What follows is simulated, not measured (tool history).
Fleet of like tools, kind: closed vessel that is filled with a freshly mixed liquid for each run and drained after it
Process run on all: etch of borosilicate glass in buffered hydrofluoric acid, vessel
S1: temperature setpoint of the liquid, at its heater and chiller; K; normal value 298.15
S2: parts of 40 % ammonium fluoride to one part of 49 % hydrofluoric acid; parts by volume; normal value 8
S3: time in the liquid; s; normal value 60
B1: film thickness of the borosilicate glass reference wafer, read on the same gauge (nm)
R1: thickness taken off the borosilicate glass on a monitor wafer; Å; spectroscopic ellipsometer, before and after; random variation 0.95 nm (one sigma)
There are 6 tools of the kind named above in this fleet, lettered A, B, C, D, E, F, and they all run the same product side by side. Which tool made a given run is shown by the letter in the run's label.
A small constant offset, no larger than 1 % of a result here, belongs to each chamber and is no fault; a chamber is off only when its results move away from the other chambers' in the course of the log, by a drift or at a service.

run   hour      S1   S2  S3      B1      R1
 1C    6.3  298.15    8  60  60.016  970.57
 2B   16.4  298.15    8  60  60.009  948.93
 3A     28  298.15    8  60  59.984  961.41
 4F   37.4  298.15    8  60  59.994  956.46
 5D   44.5  298.15    8  60  59.999  962.53
 6E   50.9  298.15    7  40  60.019  744.97
 7D   60.2  298.15    7  40  59.998  741.16
 8A   73.5  298.15    7  40   60.01  754.51
 9E   86.5  298.15    7  40  59.998  731.07
10C     94  298.15    7  40  59.994   747.3
11B    103  298.15    7  40  59.992  734.22
12F  112.6  298.15    8  60  60.005   965.6
13E  120.2  298.15    8  60  59.998  934.68
14F  127.1  298.15    8  60  59.997  978.16
15C  138.7  298.15    6  60  60.001  1274.4
16B  149.9  298.15    6  60  60.006  1274.6
17A  162.8  298.15    6  60   60.01  1280.8
18D  170.7  298.15    6  60  60.019  1262.2
19C  182.1  298.15    6  60  60.005  1285.5
20F  188.6  298.15    6  60  59.986  1328.6
21A  201.3  298.15    8  60  60.001  970.26
22E  214.4  298.15    8  60  60.011  957.33
23D  225.5  298.15  5.5  30  60.022  691.49
24B  236.2  298.15  5.5  30  59.989   682.9
25F  245.1  298.15  5.5  30  60.006  735.54
26E  257.6  298.15  5.5  30  60.002     684
27A  271.2  298.15  5.5  30  59.995  687.78
     279.7  -- chamber D: thermometer replaced
28C  282.5  298.15  5.5  30  60.012  693.49
29B  296.3  298.15    8  60  59.993  964.98
30D  302.8  298.15    8  60  60.029   964.4
31F  316.3  298.15    8  60  60.014  1046.6
32D  325.9  298.15    8  60   59.99  941.32
33C  336.7  298.15    8  60   60.01  965.06
34B  345.5  298.15    8  60  60.005  936.12
35E  357.2  298.15    8  60  60.014  963.76
36A  364.2  298.15    8  60   59.98  957.48
37C  377.2  298.15    8  60  60.009  965.47
38A  384.4  294.65    8  60   60.03   808.7
39D  397.1  294.65    8  60  60.001  769.74
40E  408.7  294.65    8  60  59.987  799.36

Does one chamber stand apart from the rest, does the shared gauge drift, or is all well apart from small per-chamber offsets? Give the chamber and the most likely cause, where there is one.

Chamber F drifts away from the others.
What lies behind it: liquid hotter than its thermometer reads (K) = 1.87.
The log may not tell that from: hydrofluoric acid flow above the setpoint (%).

Below are 4 candidate recipes for chamber F's next run, each the usual settings with a change, their results shown as question marks. Which of them brings F's results back in line with what the other chambers give on the usual settings?
In line means no further than this from the other chambers' mean on the usual settings: R1 33 Å
41F-1  418.9  298.65   8  65       ?
41F-2  418.9  298.15   8  75       ?
41F-3  418.9  294.15   8  60       ?
41F-4  418.9  298.15   8  55       ?

Other chambers, usual settings, mean: R1 956.8 Å
  run      R1
41F-1  1172.2
41F-2  1318.2
41F-3  853.89
41F-4  966.72
It is 41F-4 that realigns the chamber with its peers.
